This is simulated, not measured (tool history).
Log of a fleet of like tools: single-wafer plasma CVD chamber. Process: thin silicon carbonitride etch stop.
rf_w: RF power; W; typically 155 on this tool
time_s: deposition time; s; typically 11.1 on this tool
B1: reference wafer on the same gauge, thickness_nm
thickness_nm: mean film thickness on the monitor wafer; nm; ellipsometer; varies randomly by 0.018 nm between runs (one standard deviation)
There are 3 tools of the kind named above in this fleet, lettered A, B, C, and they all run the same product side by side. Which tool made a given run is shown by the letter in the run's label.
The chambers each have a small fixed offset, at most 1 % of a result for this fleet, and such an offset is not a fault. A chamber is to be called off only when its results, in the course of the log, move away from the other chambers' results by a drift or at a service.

Run 1C, hour 9.4: usual settings; B1 4.6911. Result: thickness_nm 5.841 nm.
Run 2A, hour 15.3: usual settings; B1 4.6929. Result: thickness_nm 5.8708 nm.
Run 3B, hour 26.4: usual settings; B1 4.6884. Result: thickness_nm 5.8978 nm.
Run 4C, hour 36.2: usual settings; B1 4.6891. Result: thickness_nm 5.8012 nm.
Run 5A, hour 44.3: usual settings; B1 4.69. Result: thickness_nm 5.9025 nm.
Run 6B, hour 51.9: usual settings; B1 4.6865. Result: thickness_nm 5.9121 nm.
Run 7B, hour 58.4: usual settings; B1 4.6925. Result: thickness_nm 5.9057 nm.
Run 8A, hour 64.5: usual settings; B1 4.6847. Result: thickness_nm 5.896 nm.
Run 9C, hour 75.3: usual settings; B1 4.6912. Result: thickness_nm 5.7747 nm.
Run 10B, hour 85.1: usual settings; B1 4.6892. Result: thickness_nm 5.9234 nm.
Run 11C, hour 96.2: usual settings; B1 4.6935. Result: thickness_nm 5.7409 nm.
Run 12A, hour 104.6: usual settings; B1 4.6876. Result: thickness_nm 5.8881 nm.
Run 13B, hour 117.8: usual settings but time_s 12.7 s; B1 4.6903. Result: thickness_nm 6.7498 nm.
Run 14C, hour 123.6: usual settings but time_s 12.7 s; B1 4.6896. Result: thickness_nm 6.6044 nm.
Run 15A, hour 130.6: usual settings but time_s 12.7 s; B1 4.689. Result: thickness_nm 6.696 nm.
Run 16A, hour 141.7: usual settings; B1 4.6932. Result: thickness_nm 5.91 nm.
Run 17C, hour 150.7: usual settings; B1 4.6901. Result: thickness_nm 5.7316 nm.
Run 18B, hour 157.8: usual settings; B1 4.6932. Result: thickness_nm 5.922 nm.
Run 19B, hour 170.3: usual settings; B1 4.6925. Result: thickness_nm 5.9052 nm.
Run 20A, hour 182.5: usual settings but rf_w 135 W, time_s 9.9 s; B1 4.6901. Result: thickness_nm 5.0343 nm.
Run 21C, hour 193.9: usual settings but rf_w 135 W, time_s 9.9 s; B1 4.6884. Result: thickness_nm 4.8641 nm.
Run 22A, hour 207: usual settings but rf_w 135 W, time_s 9.9 s; B1 4.6861. Result: thickness_nm 5.0193 nm.

Predict what each chamber gives when all 3 of them run the settings below next.
Run 23A, hour 216.6: usual settings. Result: thickness_nm ?.
Run 23B, hour 216.6: usual settings. Result: thickness_nm ?.
Run 23C, hour 216.6: usual settings. Result: thickness_nm ?.

run  thickness_nm
23A        5.8821
23B        5.9047
23C        5.6757

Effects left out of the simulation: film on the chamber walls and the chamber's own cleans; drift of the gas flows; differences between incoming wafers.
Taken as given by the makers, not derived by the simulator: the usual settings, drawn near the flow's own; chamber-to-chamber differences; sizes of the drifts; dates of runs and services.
